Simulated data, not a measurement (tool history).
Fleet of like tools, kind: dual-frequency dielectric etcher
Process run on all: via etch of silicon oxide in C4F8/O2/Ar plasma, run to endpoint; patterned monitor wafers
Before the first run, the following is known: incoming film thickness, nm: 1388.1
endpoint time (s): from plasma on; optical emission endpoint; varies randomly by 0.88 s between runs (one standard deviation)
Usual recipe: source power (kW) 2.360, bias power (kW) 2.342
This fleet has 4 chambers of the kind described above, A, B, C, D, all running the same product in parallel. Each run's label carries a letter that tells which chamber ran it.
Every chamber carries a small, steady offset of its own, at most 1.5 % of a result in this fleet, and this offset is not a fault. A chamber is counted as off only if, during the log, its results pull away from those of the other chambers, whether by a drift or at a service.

| run | hour | source power (kW) | bias power (kW) | endpoint time (s) |
|---|---|---|---|---|
| 1B | 9.6 | 2.360 | 2.342 | 243.19 |
| 2A | 20.6 | 2.360 | 2.342 | 244.84 |
| 3C | 33.5 | 2.360 | 2.342 | 247.47 |
| 4D | 46.8 | 2.360 | 2.342 | 245.63 |
| 5D | 58.4 | 2.360 | 2.342 | 243.33 |
| 6B | 71.3 | 2.360 | 2.342 | 242.83 |
| 7C | 79.6 | 2.360 | 2.342 | 247.40 |
| 8A | 90.0 | 2.360 | 2.342 | 244.80 |
| 9D | 103.0 | 2.360 | 2.342 | 243.25 |
| 10A | 110.7 | 2.360 | 2.342 | 244.92 |
| 11C | 123.9 | 2.360 | 2.342 | 248.14 |
| 12B | 132.3 | 2.360 | 2.342 | 238.64 |
| 13B | 145.6 | 2.130 | 2.750 | 239.06 |
|  | 145.7 | chamber D: wet clean of the chamber |
| 14C | 155.9 | 2.130 | 2.750 | 246.51 |
| 15D | 164.5 | 2.130 | 2.750 | 242.55 |
| 16A | 178.0 | 2.130 | 2.750 | 242.88 |
| 17A | 184.0 | 2.360 | 2.342 | 243.52 |
| 18C | 195.3 | 2.360 | 2.342 | 248.05 |
| 19B | 204.1 | 2.360 | 2.342 | 237.40 |
| 20D | 212.9 | 2.360 | 2.342 | 244.64 |
| 21C | 220.3 | 2.360 | 2.342 | 247.61 |
|  | 224.4 | chamber C: wet clean of the chamber |
|  | 225.1 | chamber A: wet clean of the chamber |
| 22B | 233.4 | 1.810 | 2.342 | 263.46 |
| 23D | 242.3 | 1.810 | 2.342 | 273.65 |
| 24A | 254.5 | 1.810 | 2.342 | 272.70 |
| 25D | 262.0 | 1.810 | 2.342 | 271.95 |
| 26C | 273.9 | 2.580 | 2.884 | 225.14 |
| 27A | 285.6 | 2.580 | 2.884 | 221.79 |

Which is it: a chamber that has drifted or been left off by a service, a gauge drift common to all chambers, or only each chamber's usual small offset? If a chamber is off, name it and its likeliest cause.

Little by little, chamber B moves away from the other chambers.
Likeliest cause: etch rate over this chamber's usual, % = 4.46.

Which of the 4 candidates below, each the usual settings with something changed and its results left as question marks, puts chamber B back in line with what the other chambers give on the usual settings?
Allowed miss from the other chambers' usual-settings mean, per result, to count as in line: endpoint time (s) 3.10
| 28B-1 | 295.3 | 2.160 | 2.200 | ? |
| 28B-2 | 295.3 | 2.990 | 2.342 | ? |
| 28B-3 | 295.3 | 2.020 | 2.093 | ? |
| 28B-4 | 295.3 | 2.360 | 2.749 | ? |

Other chambers, usual settings, mean: endpoint time (s) 245.83
| run | endpoint time (s) |
|---|---|
| 28B-1 | 246.52 |
| 28B-2 | 212.49 |
| 28B-3 | 256.94 |
| 28B-4 | 222.71 |
It is 28B-1 that realigns the chamber with its peers.
